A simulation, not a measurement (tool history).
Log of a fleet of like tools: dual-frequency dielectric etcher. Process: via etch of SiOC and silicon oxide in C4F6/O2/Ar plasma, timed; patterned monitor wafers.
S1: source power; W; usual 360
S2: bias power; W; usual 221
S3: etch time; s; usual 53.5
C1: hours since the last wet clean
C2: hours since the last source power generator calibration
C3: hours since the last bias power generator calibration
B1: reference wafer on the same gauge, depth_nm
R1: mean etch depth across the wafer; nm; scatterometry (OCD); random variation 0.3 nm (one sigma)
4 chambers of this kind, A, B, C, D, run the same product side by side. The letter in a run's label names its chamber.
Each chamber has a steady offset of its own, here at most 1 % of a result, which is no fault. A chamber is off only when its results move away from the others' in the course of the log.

run,hour,S1,S2,S3,C1,C2,C3,B1,R1
1C,3.2,360,221,53.5,198,615.7,1984.3,65.15,61.975
2A,8.4,360,221,53.5,81,1728.8,970.1,65.13,61.983
3B,11.6,360,221,53.5,362.5,1571.1,1365.6,65.325,61.461
4D,15.5,360,221,53.5,306.5,1097.8,1285.8,65.24,62.987
5B,20.7,360,221,53.5,371.6,1580.2,1374.7,65.192,61.733
6C,25.5,360,221,53.5,220.3,638,2006.6,65.162,61.504
7A,28.8,360,221,53.5,101.4,1749.2,990.5,65.149,62.054
8D,32.6,360,221,53.5,323.6,1114.9,1302.9,65.264,62.55
9A,38,360,221,53.5,110.6,1758.4,999.7,65.254,62.044
10C,42.8,360,192,53.5,237.6,655.3,2023.9,65.172,59.08
11D,46.5,360,192,53.5,337.5,1128.8,1316.8,65.173,59.437
12B,49.1,360,192,53.5,400,1608.6,1403.1,65.286,58.484
13A,54.4,360,192,53.5,127,1774.8,1016.1,65.26,59.089
14D,58.2,360,221,53.5,349.2,1140.5,1328.5,65.171,62.382
15C,61.5,360,221,53.5,256.3,674,2042.6,65.274,61.545
# hour 62.8: chamber D: wet clean of the chamber
16B,65,360,221,41.5,415.9,1624.5,1419,65.213,48.082
# hour 66.5: chamber B: wet clean of the chamber
17B,70.4,360,221,41.5,3.9,1629.9,1424.4,65.164,48.026
18D,74.8,360,221,41.5,12,1157.1,1345.1,65.239,50.863
19A,78.5,360,221,41.5,151.1,1798.9,1040.2,65.15,48.141
20C,84,360,221,53.5,278.8,696.5,2065.1,65.172,62.247
21B,88.7,290,188,53.5,22.2,1648.2,1442.7,65.127,53.896
22C,91.8,290,188,53.5,286.6,704.3,2072.9,65.141,54.212
23D,94.4,290,188,53.5,31.6,1176.7,1364.7,65.165,57.112
24A,96.8,290,188,53.5,169.4,1817.2,1058.5,65.202,53.946
25D,102.2,360,221,53.5,39.4,1184.5,1372.5,65.181,65.69
26A,107.3,360,221,53.5,179.9,1827.7,1069,65.205,62.183
27B,109.8,360,221,53.5,43.3,1669.3,1463.8,65.238,61.444

What goes on in this fleet: one chamber off, a drifting gauge, or nothing beyond the chambers' own small offsets? Name the chamber and the cause, if any.

A service left chamber D off against the others.
Cause: etch rate over this chamber's usual, % = 4.64.

Here are 4 candidates for chamber D's next run, each the usual settings with a change, their results left as question marks. Which one brings its results back in line with what the others give on the usual settings?
In line means no further than this from the other chambers' mean on the usual settings: R1 1 nm
28D-1,113.8,360,259,53.5,,,,,?
28D-2,113.8,270,221,53.5,,,,,?
28D-3,113.8,360,183,53.5,,,,,?
28D-4,113.8,360,221,60,,,,,?

The other chambers' mean on the usual settings: R1 61.903 nm
run,R1
28D-1,69.487
28D-2,59.06
28D-3,61.736
28D-4,73.764
28D-3 brings the chamber back in line.
